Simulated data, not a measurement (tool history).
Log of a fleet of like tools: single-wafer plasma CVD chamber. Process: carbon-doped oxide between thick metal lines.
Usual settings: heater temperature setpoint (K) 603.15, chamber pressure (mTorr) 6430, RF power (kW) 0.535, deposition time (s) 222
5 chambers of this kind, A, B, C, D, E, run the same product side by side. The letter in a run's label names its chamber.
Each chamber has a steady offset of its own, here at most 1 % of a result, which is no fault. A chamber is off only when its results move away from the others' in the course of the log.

run     day  heater temperature setpoint (K)  chamber pressure (mTorr)  RF power (kW)  deposition time (s)  read-back reference wafer on the same gauge, thickness_nm  mean film thickness on the monitor wafer (nm)
 1E   0.454                           603.15                      6430          0.535                  222                                                     1179.9                                         1264.6
 2B   0.758                           603.15                      6430          0.535                  222                                                     1179.4                                         1276.5
 3A   1.067                           603.15                      6430          0.535                  222                                                     1179.4                                         1283.4
 4D   1.683                           603.15                      6430          0.535                  222                                                     1179.1                                         1275.6
 5C   2.254                           603.15                      6430          0.535                  222                                                     1179.3                                         1274.3
 6D   2.700                           603.15                      6430          0.535                  222                                                     1178.0                                         1271.7
 7E   3.146                           603.15                      5420          0.535                  222                                                     1178.7                                         1239.0
 8A   3.504                           603.15                      5420          0.535                  222                                                     1178.4                                         1255.8
 9B   3.888                           603.15                      5420          0.535                  222                                                     1178.3                                         1251.9
      4.250  -- chamber A: capacitance manometer re-zeroed and calibrated
10C   4.488                           603.15                      5420          0.535                  222                                                     1177.6                                         1247.4
11A   5.000                           603.15                      5420          0.535                  222                                                     1177.6                                         1253.9
12C   5.517                           603.15                      6430          0.535                  222                                                     1177.6                                         1272.1
13D   6.092                           603.15                      6430          0.535                  222                                                     1177.1                                         1268.0
14E   6.500                           603.15                      6430          0.535                  222                                                     1176.3                                         1263.7
15B   7.108                           603.15                      6430          0.535                  222                                                     1176.1                                         1275.1
      7.275  -- chamber E: RF generator calibrated
16A   7.567                           603.15                      6430          0.535                  222                                                     1176.0                                         1279.2
17D   8.204                           593.15                      6430          0.535                  258                                                     1176.1                                         1524.9
18C   8.779                           593.15                      6430          0.535                  258                                                     1175.7                                         1525.1
      8.888  -- chamber D: capacitance manometer re-zeroed and calibrated
19B   9.342                           593.15                      6430          0.535                  258                                                     1175.4                                         1530.5
20E   9.779                           593.15                      6430          0.535                  258                                                     1174.9                                         1516.2
21B  10.133                           593.15                      6430          0.535                  258                                                     1175.0                                         1526.4
22A  10.596                           596.15                      6430          0.535                  222                                                     1175.2                                         1309.9
23C  10.925                           596.15                      6430          0.535                  222                                                     1174.4                                         1295.5
24E  11.296                           596.15                      6430          0.535                  222                                                     1174.4                                         1293.0
25D  11.654                           596.15                      6430          0.535                  222                                                     1174.3                                         1297.8
26B  12.254                           596.15                      6430          0.535                  222                                                     1174.5                                         1302.1
27A  12.754                           603.15                      6430          0.535                  222                                                     1173.4                                         1273.3
28C  13.196                           594.15                      6430          0.535                  257                                                     1174.2                                         1515.0
     13.371  -- chamber C: capacitance manometer re-zeroed and calibrated
29E  13.596                           594.15                      6430          0.535                  257                                                     1172.9                                         1504.3
30D  14.167                           594.15                      6430          0.535                  257                                                     1173.3                                         1509.1
31E  14.767                           594.15                      6430          0.535                  257                                                     1173.4                                         1496.8
32A  15.288                           594.15                      6430          0.535                  257                                                     1173.0                                         1523.2
33C  15.683                           603.15                      6430          0.535                  222                                                     1172.7                                         1265.9
34B  16.062                           603.15                      6430          0.535                  222                                                     1171.9                                         1268.9

Is one chamber off against the others, does the gauge drift, or is nothing wrong? If a chamber is off, say which, and what the likeliest cause is.

The gauge drifts, so all chambers seem to drift together. No chamber is off.
Cause: gauge reads low (%) = 0.683.
